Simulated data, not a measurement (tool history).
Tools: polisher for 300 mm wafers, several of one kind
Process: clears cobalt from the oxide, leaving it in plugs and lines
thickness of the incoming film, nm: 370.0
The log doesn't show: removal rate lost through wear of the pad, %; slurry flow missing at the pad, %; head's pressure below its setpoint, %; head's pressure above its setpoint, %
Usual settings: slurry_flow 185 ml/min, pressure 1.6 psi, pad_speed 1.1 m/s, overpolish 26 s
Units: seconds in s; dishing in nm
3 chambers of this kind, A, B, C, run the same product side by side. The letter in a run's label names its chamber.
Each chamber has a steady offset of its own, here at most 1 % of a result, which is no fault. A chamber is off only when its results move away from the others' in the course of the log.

| run | hour | slurry_flow | pressure | pad_speed | overpolish | wafers polished on this pad | hours since the slurry nozzle was cleaned | hours since the head pressure was calibrated | seconds | dishing |
|---|---|---|---|---|---|---|---|---|---|---|
|  | 3.3 | chamber C: head pressure recalibrated |
| 1B | 5.3 | 185 | 1.6 | 1.1 | 26 | 340 | 503.5 | 835.5 | 69.836 | 64.432 |
| 2A | 9.5 | 185 | 1.6 | 1.1 | 26 | 161 | 292.8 | 28.2 | 71.512 | 65.128 |
| 3C | 12.1 | 185 | 1.6 | 1.1 | 26 | 476 | 224.4 | 8.9 | 71.335 | 65.679 |
| 4C | 17.1 | 185 | 1.6 | 1.1 | 26 | 505 | 229.4 | 13.9 | 71.421 | 62.592 |
| 5B | 20.2 | 185 | 1.6 | 1.1 | 26 | 428 | 518.4 | 850.4 | 71.436 | 64.972 |
| 6A | 23.8 | 185 | 1.6 | 1.1 | 26 | 245 | 307.1 | 42.5 | 71.434 | 64.908 |
| 7A | 26.9 | 185 | 1.6 | 1.1 | 26 | 264 | 310.2 | 45.6 | 72.092 | 63.845 |
|  | 28.0 | chamber B: worn pad replaced by a new one |
| 8B | 29.4 | 185 | 1.6 | 1.4 | 26 | 8 | 527.6 | 859.6 | 56.257 | 69.210 |
| 9C | 32.3 | 185 | 1.6 | 1.4 | 26 | 595 | 244.6 | 29.1 | 56.732 | 69.424 |
|  | 32.4 | chamber B: slurry nozzle cleaned |
| 10A | 37.0 | 185 | 1.6 | 1.4 | 26 | 324 | 320.3 | 55.7 | 55.827 | 68.690 |
| 11B | 41.5 | 220 | 1.6 | 1.1 | 33 | 80 | 9.2 | 871.7 | 70.576 | 70.574 |
| 12C | 47.1 | 220 | 1.6 | 1.1 | 33 | 683 | 259.4 | 43.9 | 68.804 | 70.944 |
| 13C | 50.2 | 220 | 1.6 | 1.1 | 33 | 702 | 262.5 | 47.0 | 69.097 | 69.329 |
| 14A | 53.8 | 185 | 1.6 | 1.1 | 26 | 423 | 337.1 | 72.5 | 69.626 | 66.010 |
| 15B | 57.0 | 185 | 1.6 | 1.1 | 26 | 172 | 24.7 | 887.2 | 70.820 | 65.386 |
|  | 58.4 | chamber B: head pressure recalibrated |
| 16B | 61.2 | 185 | 1.6 | 1.1 | 11 | 196 | 28.9 | 2.9 | 76.470 | 38.914 |
| 17C | 63.8 | 185 | 1.6 | 1.1 | 11 | 782 | 276.1 | 60.6 | 70.094 | 40.121 |
| 18A | 68.6 | 185 | 1.6 | 1.1 | 11 | 511 | 351.9 | 87.3 | 70.651 | 39.769 |
| 19A | 72.9 | 185 | 1.6 | 1.1 | 26 | 536 | 356.2 | 91.6 | 70.974 | 64.987 |
| 20B | 77.2 | 185 | 1.6 | 1.1 | 26 | 291 | 44.9 | 18.9 | 76.645 | 64.425 |
| 21C | 82.2 | 185 | 1.6 | 1.1 | 26 | 891 | 294.5 | 79.0 | 71.715 | 63.684 |
| 22B | 87.6 | 185 | 1.6 | 1.1 | 26 | 353 | 55.3 | 29.3 | 79.922 | 63.670 |
| 23C | 90.5 | 185 | 1.6 | 1.1 | 37 | 940 | 302.8 | 87.3 | 71.727 | 72.426 |

Is one chamber off against the others, does the gauge drift, or is nothing wrong? If a chamber is off, say which, and what the likeliest cause is.

A service left chamber B off against the others.
Cause: head's pressure below its setpoint, % = 8.44.

Here are 4 candidates for chamber B's next run, each the usual settings with a change, their results left as question marks. Which one brings its results back in line with what the others give on the usual settings?
In line means no further than this from the other chambers' mean on the usual settings: seconds 2.700 s; dishing 3.600 nm
| 24B-1 | 94.5 | 185 | 1.6 | 1.08 | 26 |  |  |  | ? | ? |
| 24B-2 | 94.5 | 185 | 1.5 | 1.06 | 27 |  |  |  | ? | ? |
| 24B-3 | 94.5 | 185 | 1.7 | 1.14 | 25 |  |  |  | ? | ? |
| 24B-4 | 94.5 | 185 | 1.6 | 1.12 | 26 |  |  |  | ? | ? |

The other chambers' mean on the usual settings: seconds 71.152 s; dishing 64.635 nm
| run | seconds | dishing |
|---|---|---|
| 24B-1 | 80.311 | 62.240 |
| 24B-2 | 87.204 | 61.091 |
| 24B-3 | 71.699 | 64.104 |
| 24B-4 | 77.480 | 63.165 |
24B-3 brings the chamber back in line.
